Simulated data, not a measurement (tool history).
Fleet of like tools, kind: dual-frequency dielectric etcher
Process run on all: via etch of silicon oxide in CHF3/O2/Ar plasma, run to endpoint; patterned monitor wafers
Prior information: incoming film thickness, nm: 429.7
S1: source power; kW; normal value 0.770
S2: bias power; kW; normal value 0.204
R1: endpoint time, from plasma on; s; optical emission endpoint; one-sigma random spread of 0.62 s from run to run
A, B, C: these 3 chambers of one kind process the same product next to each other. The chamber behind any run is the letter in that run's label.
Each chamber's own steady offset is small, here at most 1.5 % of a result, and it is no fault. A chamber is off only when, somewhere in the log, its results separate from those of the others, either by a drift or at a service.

run 1A hour=6.7 | S1=0.770 S2=0.204 | R1=190.32
run 2B hour=13.9 | S1=0.770 S2=0.204 | R1=187.04
run 3C hour=20.5 | S1=0.770 S2=0.204 | R1=187.88
run 4B hour=25.1 | S1=0.770 S2=0.204 | R1=187.05
run 5C hour=28.4 | S1=0.770 S2=0.204 | R1=186.78
run 6A hour=32.6 | S1=0.770 S2=0.204 | R1=189.72
run 7A hour=36.9 | S1=0.770 S2=0.204 | R1=190.38
run 8C hour=42.3 | S1=0.770 S2=0.204 | R1=186.10
run 9B hour=47.6 | S1=0.770 S2=0.204 | R1=187.20
-- hour=52.9 chamber C: source power generator calibrated
run 10B hour=53.6 | S1=0.770 S2=0.204 | R1=187.91
run 11C hour=59.8 | S1=0.950 S2=0.204 | R1=173.82
run 12A hour=64.3 | S1=0.950 S2=0.204 | R1=175.90
run 13B hour=71.5 | S1=0.950 S2=0.204 | R1=173.25
run 14C hour=77.1 | S1=0.770 S2=0.204 | R1=185.66
run 15A hour=83.7 | S1=0.770 S2=0.204 | R1=189.09
run 16B hour=87.4 | S1=0.770 S2=0.204 | R1=188.03
-- hour=91.4 chamber B: wet clean of the chamber
run 17A hour=93.2 | S1=0.770 S2=0.204 | R1=189.90
run 18C hour=99.4 | S1=0.770 S2=0.204 | R1=185.61
run 19C hour=103.7 | S1=0.770 S2=0.204 | R1=185.33
run 20A hour=109.0 | S1=0.770 S2=0.204 | R1=189.36
run 21B hour=115.2 | S1=0.770 S2=0.204 | R1=186.83
run 22C hour=119.8 | S1=0.930 S2=0.157 | R1=186.25
-- hour=120.8 chamber B: bias power generator calibrated
-- hour=122.4 chamber A: wet clean of the chamber
run 23A hour=125.7 | S1=0.930 S2=0.157 | R1=192.59
run 24B hour=129.7 | S1=0.930 S2=0.157 | R1=189.88
run 25A hour=136.8 | S1=0.770 S2=0.239 | R1=180.21
run 26C hour=141.6 | S1=0.770 S2=0.239 | R1=173.34
run 27B hour=146.1 | S1=0.770 S2=0.239 | R1=178.62
run 28C hour=152.9 | S1=0.770 S2=0.204 | R1=184.03
run 29A hour=157.6 | S1=0.770 S2=0.204 | R1=190.91
run 30B hour=162.1 | S1=0.770 S2=0.204 | R1=187.58
run 31A hour=165.5 | S1=0.770 S2=0.204 | R1=189.40
run 32B hour=169.3 | S1=0.930 S2=0.204 | R1=174.45

For the next run the whole fleet of 3 chambers uses the same settings. Give each chamber's results:
run 33A hour=174.5 | S1=0.770 S2=0.227 | R1=?
run 33B hour=174.5 | S1=0.770 S2=0.227 | R1=?
run 33C hour=174.5 | S1=0.770 S2=0.227 | R1=?

run=33A R1=183.59
run=33B R1=180.67
run=33C R1=175.31
